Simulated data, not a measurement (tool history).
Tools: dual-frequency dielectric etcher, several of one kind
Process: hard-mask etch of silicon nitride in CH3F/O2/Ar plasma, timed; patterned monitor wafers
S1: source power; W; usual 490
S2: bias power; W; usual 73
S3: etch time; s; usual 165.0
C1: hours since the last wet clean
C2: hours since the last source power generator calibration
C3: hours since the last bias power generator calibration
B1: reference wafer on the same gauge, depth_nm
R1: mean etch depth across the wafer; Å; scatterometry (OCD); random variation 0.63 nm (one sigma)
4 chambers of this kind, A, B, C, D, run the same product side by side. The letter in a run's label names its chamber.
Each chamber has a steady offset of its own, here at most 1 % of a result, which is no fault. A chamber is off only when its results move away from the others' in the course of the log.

run	hour	S1	S2	S3	C1	C2	C3	B1	R1
1B	6.2	490	73	165.0	361.9	997.2	1073.8	132.96	1260.4
2D	11.8	490	73	165.0	130.8	2725.1	3903.0	132.99	1244.3
3C	18.3	490	73	165.0	218.0	3502.3	759.0	133.02	1264.5
4A	24.1	490	73	165.0	475.3	1263.6	852.0	133.18	1246.8
5A	29.8	490	73	165.0	481.0	1269.3	857.7	132.93	1254.4
6D	36.1	490	73	165.0	155.1	2749.4	3927.3	132.93	1256.0
7B	43.1	490	73	197.0	398.8	1034.1	1110.7	132.90	1508.4
8C	52.3	490	73	197.0	252.0	3536.3	793.0	133.09	1500.2
9C	60.0	490	73	197.0	259.7	3544.0	800.7	133.13	1515.2
10B	67.4	490	73	197.0	423.1	1058.4	1135.0	132.84	1491.7
11A	74.8	490	73	165.0	526.0	1314.3	902.7	132.99	1261.7
# hour 76.5: chamber A: wet clean of the chamber
12D	79.6	490	73	165.0	198.6	2792.9	3970.8	133.13	1246.3
13A	87.3	490	73	165.0	10.9	1326.8	915.2	132.88	1250.1
14C	91.9	490	73	165.0	291.6	3575.9	832.6	132.98	1251.8
15B	99.1	490	73	165.0	454.8	1090.1	1166.7	132.98	1257.3
16D	105.2	490	73	165.0	224.2	2818.5	3996.4	132.99	1248.9
17C	113.4	490	73	165.0	313.1	3597.4	854.1	132.98	1258.0
18A	120.1	490	73	165.0	43.7	1359.6	948.0	132.92	1255.1
# hour 120.6: chamber B: wet clean of the chamber
19B	129.3	490	73	165.0	8.8	1120.3	1196.9	133.14	1253.6
20D	133.3	490	73	165.0	252.3	2846.6	4024.5	133.11	1252.5
21C	141.9	430	73	202.0	341.6	3625.9	882.6	133.13	1471.2
22D	149.0	430	73	202.0	268.0	2862.3	4040.2	132.97	1471.5
23B	156.1	430	73	202.0	35.6	1147.1	1223.7	133.01	1468.4
24A	160.4	430	73	202.0	84.0	1399.9	988.3	133.07	1440.8
25D	165.0	490	73	165.0	284.0	2878.3	4056.2	132.87	1249.4
26A	169.9	550	89	165.0	93.5	1409.4	997.8	133.10	1405.2
27B	176.4	550	89	165.0	55.9	1167.4	1244.0	133.04	1402.5
28C	184.1	550	89	165.0	383.8	3668.1	924.8	132.79	1421.8
29B	190.4	550	89	165.0	69.9	1181.4	1258.0	133.03	1411.8
30A	198.6	490	60	211.5	122.2	1438.1	1026.5	132.87	1501.2
31D	206.1	490	60	211.5	325.1	2919.4	4097.3	133.23	1502.0
32C	213.6	490	60	211.5	413.3	3697.6	954.3	133.08	1508.3
33A	222.2	490	60	211.5	145.8	1461.7	1050.1	132.96	1503.3
34B	231.0	550	80	165.0	110.5	1222.0	1298.6	132.84	1360.5
35D	239.6	550	80	165.0	358.6	2952.9	4130.8	132.90	1353.1
# hour 244.5: chamber C: wet clean of the chamber
36C	245.1	550	80	165.0	0.7	3729.1	985.8	133.00	1355.0
37D	249.6	550	80	165.0	368.6	2962.9	4140.8	132.99	1349.5
38C	257.0	490	73	165.0	12.6	3741.0	997.7	132.93	1257.8

What goes on in this fleet: one chamber off, a drifting gauge, or nothing beyond the chambers' own small offsets? Name the chamber and the cause, if any.

No chamber stands off beyond its own small offset, and the gauge holds steady.
